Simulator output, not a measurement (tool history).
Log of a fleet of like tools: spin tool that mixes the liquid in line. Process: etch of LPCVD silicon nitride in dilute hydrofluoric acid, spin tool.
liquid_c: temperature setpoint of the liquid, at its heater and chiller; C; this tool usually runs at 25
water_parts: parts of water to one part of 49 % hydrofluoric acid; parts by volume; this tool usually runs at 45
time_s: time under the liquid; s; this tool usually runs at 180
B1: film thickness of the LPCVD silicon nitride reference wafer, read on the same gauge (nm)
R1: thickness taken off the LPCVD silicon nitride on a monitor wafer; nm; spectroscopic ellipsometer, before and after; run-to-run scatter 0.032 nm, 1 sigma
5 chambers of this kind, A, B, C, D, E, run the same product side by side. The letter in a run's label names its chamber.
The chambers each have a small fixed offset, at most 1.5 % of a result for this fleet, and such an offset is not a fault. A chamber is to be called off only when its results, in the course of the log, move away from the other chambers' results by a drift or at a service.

{"run": "1D", "hour": 11.6, "liquid_c": 25, "water_parts": 45, "time_s": 180, "B1": 69.973, "R1": 1.8797}
{"run": "2A", "hour": 19.1, "liquid_c": 25, "water_parts": 45, "time_s": 180, "B1": 69.977, "R1": 1.9767}
{"run": "3B", "hour": 25.6, "liquid_c": 25, "water_parts": 45, "time_s": 180, "B1": 70.014, "R1": 1.8494}
{"run": "4C", "hour": 32.6, "liquid_c": 25, "water_parts": 45, "time_s": 180, "B1": 69.986, "R1": 1.9863}
{"run": "5E", "hour": 44.9, "liquid_c": 25, "water_parts": 45, "time_s": 180, "B1": 69.994, "R1": 1.8444}
{"hour": 49.5, "done": "chamber B: thermometer replaced"}
{"run": "6D", "hour": 55.7, "liquid_c": 25, "water_parts": 45, "time_s": 180, "B1": 69.991, "R1": 1.8896}
{"run": "7E", "hour": 64.9, "liquid_c": 25, "water_parts": 45, "time_s": 180, "B1": 70.018, "R1": 1.9023}
{"run": "8C", "hour": 74.0, "liquid_c": 25, "water_parts": 45, "time_s": 180, "B1": 69.974, "R1": 1.9692}
{"run": "9A", "hour": 84.6, "liquid_c": 25, "water_parts": 45, "time_s": 180, "B1": 69.986, "R1": 1.9474}
{"run": "10B", "hour": 94.7, "liquid_c": 25, "water_parts": 45, "time_s": 180, "B1": 69.982, "R1": 1.8482}
{"run": "11A", "hour": 100.3, "liquid_c": 25, "water_parts": 45, "time_s": 180, "B1": 70.007, "R1": 1.9104}
{"run": "12C", "hour": 109.2, "liquid_c": 25, "water_parts": 45, "time_s": 145, "B1": 70.032, "R1": 1.5348}
{"run": "13D", "hour": 118.0, "liquid_c": 25, "water_parts": 45, "time_s": 145, "B1": 69.989, "R1": 1.5035}
{"run": "14E", "hour": 123.6, "liquid_c": 25, "water_parts": 45, "time_s": 145, "B1": 70.002, "R1": 1.506}
{"run": "15B", "hour": 135.0, "liquid_c": 25, "water_parts": 45, "time_s": 145, "B1": 70.025, "R1": 1.5221}
{"hour": 142.8, "done": "chamber D: hydrofluoric acid flow meter replaced"}
{"run": "16D", "hour": 146.0, "liquid_c": 25, "water_parts": 45, "time_s": 145, "B1": 70.012, "R1": 1.4697}
{"run": "17B", "hour": 151.8, "liquid_c": 25, "water_parts": 45, "time_s": 180, "B1": 69.986, "R1": 1.8971}
{"run": "18E", "hour": 160.5, "liquid_c": 25, "water_parts": 45, "time_s": 180, "B1": 70.029, "R1": 1.8354}
{"run": "19C", "hour": 167.0, "liquid_c": 25, "water_parts": 45, "time_s": 180, "B1": 70.006, "R1": 1.9168}
{"run": "20A", "hour": 178.7, "liquid_c": 25, "water_parts": 45, "time_s": 180, "B1": 69.994, "R1": 1.8899}
{"run": "21B", "hour": 188.3, "liquid_c": 21.5, "water_parts": 45, "time_s": 180, "B1": 70.054, "R1": 1.4765}
{"run": "22D", "hour": 196.1, "liquid_c": 21.5, "water_parts": 45, "time_s": 180, "B1": 69.974, "R1": 1.5148}
{"run": "23E", "hour": 205.7, "liquid_c": 21.5, "water_parts": 45, "time_s": 180, "B1": 69.994, "R1": 1.54}
{"run": "24A", "hour": 215.8, "liquid_c": 21.5, "water_parts": 45, "time_s": 180, "B1": 69.997, "R1": 1.5037}
{"run": "25C", "hour": 223.3, "liquid_c": 21.5, "water_parts": 45, "time_s": 180, "B1": 70.004, "R1": 1.4857}
{"run": "26E", "hour": 234.1, "liquid_c": 25, "water_parts": 45, "time_s": 180, "B1": 69.992, "R1": 1.9268}
{"run": "27A", "hour": 244.8, "liquid_c": 25, "water_parts": 45, "time_s": 180, "B1": 69.993, "R1": 1.9624}
{"hour": 247.1, "done": "chamber C: hydrofluoric acid flow meter replaced"}
{"run": "28C", "hour": 255.8, "liquid_c": 25, "water_parts": 45, "time_s": 180, "B1": 69.991, "R1": 1.9378}
{"run": "29B", "hour": 263.8, "liquid_c": 25, "water_parts": 45, "time_s": 180, "B1": 69.988, "R1": 1.9038}
{"run": "30D", "hour": 273.4, "liquid_c": 25, "water_parts": 45, "time_s": 180, "B1": 70.015, "R1": 1.9072}
{"run": "31C", "hour": 281.7, "liquid_c": 25, "water_parts": 45, "time_s": 180, "B1": 69.987, "R1": 1.894}
{"run": "32B", "hour": 292.4, "liquid_c": 25, "water_parts": 45, "time_s": 180, "B1": 69.998, "R1": 1.912}
{"run": "33E", "hour": 298.7, "liquid_c": 25, "water_parts": 45, "time_s": 180, "B1": 70.021, "R1": 1.9147}
{"run": "34A", "hour": 306.5, "liquid_c": 25, "water_parts": 45, "time_s": 180, "B1": 69.945, "R1": 1.9355}
{"run": "35D", "hour": 312.0, "liquid_c": 25, "water_parts": 45, "time_s": 180, "B1": 70.01, "R1": 1.8854}
{"hour": 313.8, "done": "chamber A: hydrofluoric acid flow meter replaced"}
{"run": "36E", "hour": 320.8, "liquid_c": 25, "water_parts": 45, "time_s": 180, "B1": 69.982, "R1": 1.8962}
{"run": "37A", "hour": 331.2, "liquid_c": 29.5, "water_parts": 40, "time_s": 180, "B1": 70.009, "R1": 2.8212}
{"run": "38C", "hour": 343.6, "liquid_c": 29.5, "water_parts": 40, "time_s": 180, "B1": 70.007, "R1": 2.9206}
{"run": "39B", "hour": 351.5, "liquid_c": 29.5, "water_parts": 40, "time_s": 180, "B1": 70.016, "R1": 2.853}
{"run": "40D", "hour": 357.4, "liquid_c": 29.5, "water_parts": 40, "time_s": 180, "B1": 70.001, "R1": 2.8644}

Has any chamber moved away from the others, gradually or after a service, or does the common gauge drift, or do the chambers differ only by their own small steady offsets? State the chamber and the most likely cause if one applies.

No chamber stands off beyond its own small offset, and the gauge holds steady.

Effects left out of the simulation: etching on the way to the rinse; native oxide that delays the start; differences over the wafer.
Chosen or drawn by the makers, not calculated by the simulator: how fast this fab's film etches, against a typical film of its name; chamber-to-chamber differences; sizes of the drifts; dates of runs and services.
